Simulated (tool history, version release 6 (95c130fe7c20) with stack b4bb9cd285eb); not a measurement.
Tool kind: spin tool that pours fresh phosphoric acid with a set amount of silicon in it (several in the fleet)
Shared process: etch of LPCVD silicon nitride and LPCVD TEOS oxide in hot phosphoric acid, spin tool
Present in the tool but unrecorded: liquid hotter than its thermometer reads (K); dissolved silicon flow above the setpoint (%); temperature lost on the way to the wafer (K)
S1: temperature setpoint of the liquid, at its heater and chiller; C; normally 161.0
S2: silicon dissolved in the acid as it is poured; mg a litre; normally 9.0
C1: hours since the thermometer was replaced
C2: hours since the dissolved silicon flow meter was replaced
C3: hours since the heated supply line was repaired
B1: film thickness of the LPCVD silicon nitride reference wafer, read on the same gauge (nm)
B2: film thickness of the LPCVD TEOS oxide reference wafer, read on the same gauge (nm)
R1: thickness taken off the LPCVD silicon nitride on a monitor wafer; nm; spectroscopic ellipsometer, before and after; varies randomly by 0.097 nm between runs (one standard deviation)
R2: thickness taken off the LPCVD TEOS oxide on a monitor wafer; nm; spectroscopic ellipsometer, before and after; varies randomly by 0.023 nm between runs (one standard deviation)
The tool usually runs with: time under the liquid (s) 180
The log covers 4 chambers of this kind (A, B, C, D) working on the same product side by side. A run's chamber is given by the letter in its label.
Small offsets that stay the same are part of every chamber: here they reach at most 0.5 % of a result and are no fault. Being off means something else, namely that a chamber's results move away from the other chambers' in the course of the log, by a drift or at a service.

Run 1A, hour 13.3: usual settings; C1 1291.4; C2 460.7; C3 453.2; B1 40.011; B2 119.97. Result: R1 15.702 nm, R2 1.01650 nm.
Run 2D, hour 25.5: usual settings; C1 1801.4; C2 285.4; C3 906.5; B1 40.008; B2 119.99. Result: R1 15.866 nm, R2 1.03850 nm.
Run 3C, hour 41.1: usual settings; C1 972.2; C2 257.2; C3 304.6; B1 39.989; B2 120.00. Result: R1 15.859 nm, R2 1.03110 nm.
Run 4B, hour 52.3: usual settings; C1 66.2; C2 363.0; C3 501.7; B1 39.985; B2 119.99. Result: R1 15.894 nm, R2 1.01820 nm.
Run 5C, hour 59.3: usual settings but S1 163.0 C, S2 4.0 mg a litre; C1 990.4; C2 275.4; C3 322.8; B1 39.981; B2 119.99. Result: R1 16.811 nm, R2 1.30290 nm.
Run 6A, hour 73.3: usual settings but S1 163.0 C, S2 4.0 mg a litre; C1 1351.4; C2 520.7; C3 513.2; B1 40.034; B2 120.00. Result: R1 16.878 nm, R2 1.29100 nm.
Run 7B, hour 83.7: usual settings but S1 163.0 C, S2 4.0 mg a litre; C1 97.6; C2 394.4; C3 533.1; B1 39.995; B2 119.98. Result: R1 16.973 nm, R2 1.31220 nm.
Run 8D, hour 98.2: usual settings but S1 163.0 C, S2 4.0 mg a litre; C1 1874.1; C2 358.1; C3 979.2; B1 39.988; B2 120.00. Result: R1 16.898 nm, R2 1.23640 nm.
Run 9B, hour 111.1: usual settings; C1 125.0; C2 421.8; C3 560.5; B1 39.995; B2 120.01. Result: R1 15.841 nm, R2 1.02990 nm.
Run 10D, hour 124.1: usual settings; C1 1900.0; C2 384.0; C3 1005.1; B1 40.001; B2 119.99. Result: R1 15.600 nm, R2 0.95322 nm.
Run 11C, hour 138.1: usual settings but S2 4.0 mg a litre; C1 1069.2; C2 354.2; C3 401.6; B1 40.006; B2 119.99. Result: R1 15.773 nm, R2 1.15940 nm.
Run 12A, hour 152.8: usual settings but S2 4.0 mg a litre; C1 1430.9; C2 600.2; C3 592.7; B1 40.016; B2 120.02. Result: R1 15.715 nm, R2 1.13160 nm.
At hour 160.1: chamber D: dissolved silicon flow meter replaced.
Run 13A, hour 167.7: usual settings but S2 4.0 mg a litre; C1 1445.8; C2 615.1; C3 607.6; B1 39.973; B2 119.99. Result: R1 15.833 nm, R2 1.15880 nm.
Run 14C, hour 180.5: usual settings but S2 4.0 mg a litre; C1 1111.6; C2 396.6; C3 444.0; B1 40.009; B2 120.03. Result: R1 15.967 nm, R2 1.08050 nm.
Run 15D, hour 188.4: usual settings; C1 1964.3; C2 28.3; C3 1069.4; B1 40.038; B2 119.99. Result: R1 15.319 nm, R2 0.91531 nm.
Run 16B, hour 201.0: usual settings; C1 214.9; C2 511.7; C3 650.4; B1 40.027; B2 120.01. Result: R1 15.960 nm, R2 1.02030 nm.
Run 17A, hour 208.0: usual settings; C1 1486.1; C2 655.4; C3 647.9; B1 39.996; B2 120.00. Result: R1 15.787 nm, R2 0.98165 nm.
Run 18B, hour 221.7: usual settings; C1 235.6; C2 532.4; C3 671.1; B1 40.010; B2 120.03. Result: R1 16.111 nm, R2 0.99977 nm.
Run 19D, hour 230.4: usual settings; C1 2006.3; C2 70.3; C3 1111.4; B1 40.014; B2 119.98. Result: R1 15.289 nm, R2 0.94063 nm.
Run 20C, hour 238.2: usual settings; C1 1169.3; C2 454.3; C3 501.7; B1 39.994; B2 119.97. Result: R1 15.808 nm, R2 0.96897 nm.
Run 21D, hour 249.3: usual settings but S1 158.5 C, S2 4.5 mg a litre; C1 2025.2; C2 89.2; C3 1130.3; B1 39.991; B2 119.98. Result: R1 14.116 nm, R2 0.83631 nm.
Run 22B, hour 262.4: usual settings but S1 158.5 C, S2 4.5 mg a litre; C1 276.3; C2 573.1; C3 711.8; B1 40.017; B2 120.01. Result: R1 14.650 nm, R2 0.88783 nm.
Run 23A, hour 275.6: usual settings but S1 158.5 C, S2 4.5 mg a litre; C1 1553.7; C2 723.0; C3 715.5; B1 40.029; B2 119.97. Result: R1 14.596 nm, R2 0.92444 nm.
Run 24C, hour 283.2: usual settings but S1 158.5 C, S2 4.5 mg a litre; C1 1214.3; C2 499.3; C3 546.7; B1 40.017; B2 120.01. Result: R1 14.542 nm, R2 0.92534 nm.
Run 25D, hour 290.2: usual settings but S2 4.5 mg a litre, time under the liquid (s) 265; C1 2066.1; C2 130.1; C3 1171.2; B1 40.001; B2 119.99. Result: R1 22.267 nm, R2 1.53710 nm.
Run 26A, hour 301.9: usual settings but S2 4.5 mg a litre, time under the liquid (s) 265; C1 1580.0; C2 749.3; C3 741.8; B1 39.993; B2 120.00. Result: R1 23.140 nm, R2 1.65090 nm.
Run 27B, hour 312.0: usual settings but S2 4.5 mg a litre, time under the liquid (s) 265; C1 325.9; C2 622.7; C3 761.4; B1 40.024; B2 119.96. Result: R1 23.411 nm, R2 1.65770 nm.
Run 28C, hour 319.5: usual settings but S2 4.5 mg a litre, time under the liquid (s) 265; C1 1250.6; C2 535.6; C3 583.0; B1 39.966; B2 119.98. Result: R1 23.074 nm, R2 1.63800 nm.
Run 29A, hour 329.2: usual settings but S1 159.0 C; C1 1607.3; C2 776.6; C3 769.1; B1 39.947; B2 120.03. Result: R1 14.782 nm, R2 0.86440 nm.
At hour 331.3: chamber D: thermometer replaced.
Run 30B, hour 339.7: usual settings but S1 159.0 C; C1 353.6; C2 650.4; C3 789.1; B1 39.992; B2 120.01. Result: R1 15.031 nm, R2 0.91241 nm.
Run 31D, hour 350.4: usual settings but S1 159.0 C; C1 19.2; C2 190.3; C3 1231.4; B1 40.001; B2 119.97. Result: R1 13.815 nm, R2 0.74893 nm.
Run 32C, hour 358.9: usual settings but S1 159.0 C; C1 1290.0; C2 575.0; C3 622.4; B1 40.020; B2 120.00. Result: R1 14.682 nm, R2 0.84956 nm.
Run 33A, hour 374.6: usual settings; C1 1652.7; C2 822.0; C3 814.5; B1 39.979; B2 120.02. Result: R1 15.748 nm, R2 0.99728 nm.
Run 34B, hour 383.0: usual settings; C1 396.9; C2 693.7; C3 832.4; B1 39.990; B2 119.95. Result: R1 15.710 nm, R2 1.03280 nm.
Run 35D, hour 395.6: usual settings; C1 64.4; C2 235.5; C3 1276.6; B1 39.975; B2 119.99. Result: R1 14.824 nm, R2 0.84701 nm.
Run 36C, hour 407.3: usual settings; C1 1338.4; C2 623.4; C3 670.8; B1 39.987; B2 119.97. Result: R1 15.941 nm, R2 1.00810 nm.

Predict what each chamber gives when all 4 of them run the settings below next.
Run 37A, hour 418.5: usual settings but S2 6.5 mg a litre. Result: R1 ?, R2 ?.
Run 37B, hour 418.5: usual settings but S2 6.5 mg a litre. Result: R1 ?, R2 ?.
Run 37C, hour 418.5: usual settings but S2 6.5 mg a litre. Result: R1 ?, R2 ?.
Run 37D, hour 418.5: usual settings but S2 6.5 mg a litre. Result: R1 ?, R2 ?.

run      R1       R2
37A  15.740  1.07100
37B  15.753  1.04850
37C  15.587  1.03980
37D  14.859  0.95926
